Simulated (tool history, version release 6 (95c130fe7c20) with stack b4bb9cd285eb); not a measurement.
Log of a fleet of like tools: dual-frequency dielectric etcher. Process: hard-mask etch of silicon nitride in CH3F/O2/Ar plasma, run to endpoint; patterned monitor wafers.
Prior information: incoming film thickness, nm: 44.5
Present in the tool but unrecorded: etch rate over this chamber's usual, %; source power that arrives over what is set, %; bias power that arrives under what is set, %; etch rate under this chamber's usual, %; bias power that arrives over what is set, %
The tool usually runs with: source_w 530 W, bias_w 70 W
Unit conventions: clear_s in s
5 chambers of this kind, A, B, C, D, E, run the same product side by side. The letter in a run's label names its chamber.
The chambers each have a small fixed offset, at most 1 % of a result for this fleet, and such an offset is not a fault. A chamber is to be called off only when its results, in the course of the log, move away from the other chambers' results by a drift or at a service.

run   hour  source_w  bias_w  hours since the last wet clean  hours since the last source power generator calibration  hours since the last bias power generator calibration  clear_s
 1E    8.2       530      70                           251.7                                                    842.2                                                 2571.3   58.692
 2A   12.6       530      70                           175.5                                                   2813.6                                                  862.9   58.507
 3D   20.1       530      70                           179.8                                                   2644.5                                                   95.8   58.283
 4C   27.0       530      70                           183.2                                                   1837.1                                                  968.7   58.164
 5B   32.8       530      70                           439.8                                                    203.8                                                 1028.4   58.372
 6D   37.7       530      79                           197.4                                                   2662.1                                                  113.4   56.567
 7B   45.0       530      79                           452.0                                                    216.0                                                 1040.6   56.427
 8A   48.8       530      79                           211.7                                                   2849.8                                                  899.1   55.723
 9C   54.4       530      79                           210.6                                                   1864.5                                                  996.1   55.307
10E   59.7       530      79                           303.2                                                    893.7                                                 2622.8   56.459
11D   64.7       530      70                           224.4                                                   2689.1                                                  140.4   58.415
12C   70.8       530      78                           227.0                                                   1880.9                                                 1012.5   55.837
13A   77.9       530      78                           240.8                                                   2878.9                                                  928.2   55.550
14B   84.5       530      78                           491.5                                                    255.5                                                 1080.1   55.992
15E   90.3       530      78                           333.8                                                    924.3                                                 2653.4   56.949
16B   97.1       530      78                           504.1                                                    268.1                                                 1092.7   56.201
17C  101.6       530      70                           257.8                                                   1911.7                                                 1043.3   58.013
18A  107.0       610      55                           269.9                                                   2908.0                                                  957.3   58.536
19D  112.2       610      55                           271.9                                                   2736.6                                                  187.9   59.889
20E  117.4       610      55                           360.9                                                    951.4                                                 2680.5   60.313
21B  121.1       610      55                           528.1                                                    292.1                                                 1116.7   59.427
22A  128.2       610      55                           291.1                                                   2929.2                                                  978.5   58.341
23C  136.2       600      70                           292.4                                                   1946.3                                                 1077.9   55.865
24E  140.3       600      70                           383.8                                                    974.3                                                 2703.4   56.236
25D  145.3       600      70                           305.0                                                   2769.7                                                  221.0   55.633
26D  153.4       600      70                           313.1                                                   2777.8                                                  229.1   55.808
27E  159.7       600      70                           403.2                                                    993.7                                                 2722.8   56.421
28B  167.2       530      70                           574.2                                                    338.2                                                 1162.8   58.401
29A  172.0       530      70                           334.9                                                   2973.0                                                 1022.3   56.082
30C  176.9       440      70                           333.1                                                   1987.0                                                 1118.6   62.307
31C  183.0       440      70                           339.2                                                   1993.1                                                 1124.7   62.741
32B  186.7       440      70                           593.7                                                    357.7                                                 1182.3   62.390

For the next run the whole fleet of 5 chambers uses the same settings. Give each chamber's results:
33A  192.7       530      70                                                                                                                                                        ?
33B  192.7       530      70                                                                                                                                                        ?
33C  192.7       530      70                                                                                                                                                        ?
33D  192.7       530      70                                                                                                                                                        ?
33E  192.7       530      70                                                                                                                                                        ?

run  clear_s
33A   56.540
33B   57.966
33C   58.146
33D   58.863
33E   58.792

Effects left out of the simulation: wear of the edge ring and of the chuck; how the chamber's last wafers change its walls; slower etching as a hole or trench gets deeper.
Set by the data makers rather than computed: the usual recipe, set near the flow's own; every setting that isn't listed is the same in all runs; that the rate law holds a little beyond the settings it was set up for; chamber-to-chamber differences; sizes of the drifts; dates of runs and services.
